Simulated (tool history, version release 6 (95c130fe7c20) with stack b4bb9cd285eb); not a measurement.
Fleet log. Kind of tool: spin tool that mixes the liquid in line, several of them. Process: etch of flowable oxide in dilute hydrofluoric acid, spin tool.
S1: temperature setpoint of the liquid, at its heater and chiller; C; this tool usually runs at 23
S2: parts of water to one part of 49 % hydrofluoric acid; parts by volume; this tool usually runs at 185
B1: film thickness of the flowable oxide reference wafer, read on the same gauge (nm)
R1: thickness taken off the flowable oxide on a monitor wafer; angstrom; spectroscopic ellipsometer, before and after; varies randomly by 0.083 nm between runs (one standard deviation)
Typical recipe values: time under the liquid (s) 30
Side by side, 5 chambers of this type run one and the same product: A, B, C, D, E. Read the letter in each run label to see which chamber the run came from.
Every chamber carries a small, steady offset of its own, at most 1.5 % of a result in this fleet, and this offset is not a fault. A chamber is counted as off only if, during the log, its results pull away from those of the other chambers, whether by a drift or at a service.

run 1D hour=10.9 | S1=23 S2=185 time_under_the_liquid_(s)=30 | B1=150.00 | R1=98.718
run 2C hour=18.0 | S1=23 S2=185 time_under_the_liquid_(s)=30 | B1=150.03 | R1=99.605
run 3E hour=25.8 | S1=23 S2=185 time_under_the_liquid_(s)=30 | B1=150.02 | R1=96.353
run 4A hour=37.5 | S1=23 S2=185 time_under_the_liquid_(s)=30 | B1=150.00 | R1=98.517
run 5B hour=48.1 | S1=23 S2=185 time_under_the_liquid_(s)=40 | B1=150.00 | R1=129.910
-- hour=56.9 chamber D: thermometer replaced
run 6B hour=61.3 | S1=23 S2=185 time_under_the_liquid_(s)=40 | B1=149.96 | R1=129.500
run 7A hour=75.3 | S1=23 S2=185 time_under_the_liquid_(s)=40 | B1=150.03 | R1=128.260
run 8E hour=87.5 | S1=23 S2=185 time_under_the_liquid_(s)=40 | B1=150.01 | R1=129.520
run 9C hour=100.9 | S1=23 S2=185 time_under_the_liquid_(s)=40 | B1=150.05 | R1=129.970
run 10D hour=112.5 | S1=23 S2=185 time_under_the_liquid_(s)=30 | B1=150.00 | R1=98.075
-- hour=112.7 chamber E: thermometer replaced
run 11A hour=121.3 | S1=23 S2=185 time_under_the_liquid_(s)=15 | B1=150.02 | R1=48.625
run 12C hour=136.5 | S1=23 S2=185 time_under_the_liquid_(s)=15 | B1=150.02 | R1=49.152
run 13E hour=151.7 | S1=23 S2=185 time_under_the_liquid_(s)=15 | B1=149.98 | R1=49.192
run 14D hour=167.3 | S1=23 S2=185 time_under_the_liquid_(s)=15 | B1=149.97 | R1=49.653
run 15B hour=176.2 | S1=23 S2=185 time_under_the_liquid_(s)=15 | B1=150.02 | R1=48.918
run 16E hour=186.9 | S1=23 S2=185 time_under_the_liquid_(s)=40 | B1=150.01 | R1=129.450
run 17B hour=197.5 | S1=23 S2=185 time_under_the_liquid_(s)=40 | B1=150.01 | R1=130.950
run 18D hour=208.0 | S1=23 S2=185 time_under_the_liquid_(s)=40 | B1=150.01 | R1=133.130
run 19C hour=218.8 | S1=23 S2=185 time_under_the_liquid_(s)=40 | B1=149.98 | R1=130.190
run 20A hour=230.5 | S1=23 S2=185 time_under_the_liquid_(s)=40 | B1=150.01 | R1=127.670
run 21E hour=241.7 | S1=23 S2=185 time_under_the_liquid_(s)=20 | B1=150.00 | R1=65.523
run 22D hour=252.2 | S1=23 S2=185 time_under_the_liquid_(s)=20 | B1=150.01 | R1=66.429
run 23C hour=266.6 | S1=23 S2=185 time_under_the_liquid_(s)=20 | B1=150.01 | R1=65.108
run 24A hour=278.8 | S1=23 S2=185 time_under_the_liquid_(s)=20 | B1=149.99 | R1=64.980
run 25B hour=286.3 | S1=23 S2=185 time_under_the_liquid_(s)=20 | B1=150.00 | R1=65.495
run 26C hour=298.7 | S1=23 S2=185 time_under_the_liquid_(s)=30 | B1=150.04 | R1=98.356
run 27B hour=307.7 | S1=23 S2=185 time_under_the_liquid_(s)=30 | B1=150.00 | R1=99.189
run 28E hour=319.6 | S1=23 S2=185 time_under_the_liquid_(s)=15 | B1=150.01 | R1=48.520
run 29D hour=328.4 | S1=23 S2=185 time_under_the_liquid_(s)=15 | B1=150.02 | R1=49.595
run 30A hour=338.3 | S1=23 S2=185 time_under_the_liquid_(s)=15 | B1=150.00 | R1=48.260
run 31E hour=347.7 | S1=23 S2=185 time_under_the_liquid_(s)=15 | B1=150.04 | R1=49.298
run 32D hour=358.1 | S1=23 S2=185 time_under_the_liquid_(s)=15 | B1=150.01 | R1=48.732
run 33B hour=367.2 | S1=23 S2=185 time_under_the_liquid_(s)=30 | B1=149.98 | R1=96.409
run 34C hour=380.4 | S1=23 S2=185 time_under_the_liquid_(s)=30 | B1=150.00 | R1=98.205
run 35A hour=390.9 | S1=23 S2=185 time_under_the_liquid_(s)=30 | B1=149.95 | R1=96.395
run 36D hour=401.2 | S1=23 S2=145 time_under_the_liquid_(s)=15 | B1=149.99 | R1=65.580
run 37E hour=410.6 | S1=23 S2=145 time_under_the_liquid_(s)=15 | B1=149.97 | R1=64.914
run 38C hour=425.5 | S1=23 S2=145 time_under_the_liquid_(s)=15 | B1=149.97 | R1=64.127
run 39A hour=439.9 | S1=23 S2=145 time_under_the_liquid_(s)=15 | B1=149.98 | R1=65.721
run 40B hour=451.6 | S1=23 S2=145 time_under_the_liquid_(s)=15 | B1=150.00 | R1=66.036
run 41D hour=463.0 | S1=23 S2=115 time_under_the_liquid_(s)=25 | B1=150.02 | R1=142.860
run 42E hour=478.5 | S1=23 S2=115 time_under_the_liquid_(s)=25 | B1=150.00 | R1=141.050
-- hour=484.4 chamber B: hydrofluoric acid flow meter replaced
run 43B hour=489.7 | S1=23 S2=115 time_under_the_liquid_(s)=25 | B1=150.02 | R1=146.270

Which is it: a chamber that has drifted or been left off by a service, a gauge drift common to all chambers, or only each chamber's usual small offset? If a chamber is off, name it and its likeliest cause.

No chamber stands off beyond its own small offset, and the gauge holds steady.
